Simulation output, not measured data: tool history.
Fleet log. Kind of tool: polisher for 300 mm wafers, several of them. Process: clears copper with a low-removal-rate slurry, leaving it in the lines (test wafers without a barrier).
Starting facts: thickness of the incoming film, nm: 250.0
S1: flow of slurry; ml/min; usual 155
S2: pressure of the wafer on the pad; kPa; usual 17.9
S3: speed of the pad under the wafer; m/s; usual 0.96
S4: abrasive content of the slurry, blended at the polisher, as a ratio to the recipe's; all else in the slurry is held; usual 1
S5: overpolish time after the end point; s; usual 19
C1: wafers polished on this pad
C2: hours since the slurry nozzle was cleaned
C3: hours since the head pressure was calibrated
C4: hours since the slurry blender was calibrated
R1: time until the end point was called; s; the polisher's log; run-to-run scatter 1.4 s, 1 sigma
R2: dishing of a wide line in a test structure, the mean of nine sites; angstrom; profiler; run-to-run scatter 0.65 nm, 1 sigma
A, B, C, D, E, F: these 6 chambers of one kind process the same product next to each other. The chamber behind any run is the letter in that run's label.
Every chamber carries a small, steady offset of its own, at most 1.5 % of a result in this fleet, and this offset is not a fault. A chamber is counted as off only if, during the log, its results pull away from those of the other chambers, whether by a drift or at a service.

run	day	S1	S2	S3	S4	S5	C1	C2	C3	C4	R1	R2
# day 0.012: chamber C: worn pad replaced by a new one
1F	0.275	155	17.9	0.96	1	19	526	95.1	737.4	187.2	85.105	371.24
# day 0.554: chamber F: slurry blender recalibrated
2C	0.796	155	17.9	0.96	1	19	189	217.2	890.4	53	85.589	387.02
# day 0.825: chamber B: worn pad replaced by a new one
3B	1.038	155	17.9	0.96	1	19	52	484	843.2	120.3	85.753	375.85
# day 1.325: chamber A: worn pad replaced by a new one
4E	1.525	155	17.9	0.96	1	19	1040	706.5	39.6	161.1	86.002	384.03
5A	1.988	155	17.9	0.96	1	19	159	66.1	858.3	307.9	82.645	374.75
6D	2.246	155	17.9	0.96	1	19	1041	319.3	481.1	260.2	85.477	398.71
# day 2.4: chamber F: worn pad replaced by a new one
# day 2.45: chamber B: slurry nozzle cleaned
7F	2.608	120	17.9	0.96	1	19	50	151.1	793.4	49.3	86.909	362.34
# day 2.617: chamber E: worn pad replaced by a new one
8A	2.912	120	17.9	0.96	1	19	382	88.3	880.5	330.1	88.093	365.48
# day 3.075: chamber E: slurry nozzle cleaned
9E	3.4	120	17.9	0.96	1	19	188	7.9	84.6	206.1	88.107	376.65
10D	3.683	120	17.9	0.96	1	19	1387	353.8	515.6	294.7	85.765	359.06
11B	4.192	120	17.9	0.96	1	19	811	41.8	918.9	196	88.841	366.4
12C	4.462	120	17.9	0.96	1	19	1071	305.2	978.4	141	89.477	376.32
# day 4.583: chamber C: worn pad replaced by a new one
# day 4.638: chamber C: slurry nozzle cleaned
13B	4.733	155	17.9	0.96	1	19	941	54.8	931.9	209	84.539	379.33
14F	4.983	155	17.9	0.96	1	19	622	208.1	850.4	106.3	84.461	383.66
15C	5.354	155	17.9	0.96	1	19	186	17.2	999.8	162.4	82.734	377.11
# day 5.4: chamber A: worn pad replaced by a new one
# day 5.621: chamber D: slurry nozzle cleaned
16A	5.629	155	17.9	0.96	1	19	55	153.5	945.7	395.3	85.497	383.38
17D	5.942	155	17.9	0.96	1	19	1931	7.8	569.8	348.9	86.544	374.62
# day 6.1: chamber E: slurry blender recalibrated
# day 6.238: chamber B: worn pad replaced by a new one
18E	6.358	155	20.7	0.96	1	19	901	78.9	155.6	6.2	72.361	441.39
# day 6.525: chamber D: slurry blender recalibrated
19A	6.612	155	20.7	0.96	1	19	292	177.1	969.3	418.9	73.987	448.77
# day 6.762: chamber A: slurry blender recalibrated
20F	7.121	155	20.7	0.96	1	19	1137	259.4	901.7	157.6	73.649	431.11
# day 7.471: chamber F: worn pad replaced by a new one
21D	7.529	155	20.7	0.96	1	19	2313	45.9	607.9	24.1	76.395	405.6
# day 7.883: chamber A: slurry nozzle cleaned
22E	8.058	155	20.7	0.96	1	19	1310	119.7	196.4	47	73.211	446.74
23C	8.392	155	20.7	0.96	1	19	917	90.1	1072.7	235.3	72.164	426.65
24B	8.738	155	17.9	0.96	1	19	602	150.9	1028	305.1	84.732	385.75
# day 8.871: chamber E: worn pad replaced by a new one
# day 9.042: chamber F: slurry blender recalibrated
25F	9.096	155	17.9	0.96	1	19	391	306.8	949.1	1.4	85.313	378.91
# day 9.162: chamber A: head pressure recalibrated
# day 9.188: chamber A: worn pad replaced by a new one
# day 9.208: chamber C: worn pad replaced by a new one
# day 9.212: chamber F: head pressure recalibrated
26E	9.496	155	17.9	0.96	1	19	151	154.2	230.9	81.5	86.524	394.58
27B	10.008	155	17.9	0.96	1.25	13	908	181.4	1058.5	335.6	81.699	293.32
# day 10.425: chamber B: slurry blender recalibrated
28A	10.442	155	17.9	0.96	1.25	13	302	61.5	30.8	88.4	80.657	292.93
29C	10.758	155	17.9	0.96	1.25	13	374	146.9	1129.5	292.1	82.525	293.64
30D	11.271	155	17.9	0.96	1.25	13	3214	135.7	697.7	113.9	88.583	266.23
# day 11.421: chamber B: worn pad replaced by a new one
31A	11.662	155	17.9	0.96	1.25	13	596	90.8	60.1	117.7	80.671	290.53
32D	12.204	155	17.9	0.96	1.25	13	3439	158.1	720.1	136.3	88.368	269.51
# day 12.338: chamber F: worn pad replaced by a new one
33C	12.521	120	17.9	0.96	1	19	798	189.2	1171.8	334.4	90.11	369.4
34F	12.771	120	17.9	0.96	1	19	104	395	85.5	89.6	87.758	376.36
35B	13.146	120	17.9	0.96	1	19	415	256.7	1133.8	65.4	89.706	373.28
36E	13.429	120	17.9	0.96	1	19	1098	248.6	325.3	175.9	86.631	380.86

One chamber off, gauge drift, or nothing amiss beyond the chambers' own small offsets? If it is a chamber, which one, and what is the likeliest cause?

Chamber D drifts away from the others.
Cause: removal rate lost through wear of the pad, % = 11.9.
With only this log, it may be confused with: head's pressure below its setpoint, %.

Below are 4 candidate recipes for chamber D's next run, each the usual settings with a change, their results shown as question marks. Which of them brings D's results back in line with what the other chambers give on the usual settings?
A result is in line if it is within this distance of the other chambers' mean on the usual settings: R1 4.9 s; R2 23 angstrom
37D-1	13.825	155	17.2	0.9	1	19					?	?
37D-2	13.825	150	15.9	0.86	1	19					?	?
37D-3	13.825	155	18.6	1.02	1	19					?	?
37D-4	13.825	160	20	1.06	1	19					?	?

The other chambers' mean on the usual settings: R1 84.924 s; R2 381.72 angstrom
run	R1	R2
37D-1	104.25	311.05
37D-2	119.32	275.1
37D-3	85.081	372.04
37D-4	75.794	411.97
The answer is 37D-3, which returns the chamber to within the allowed miss of the others.
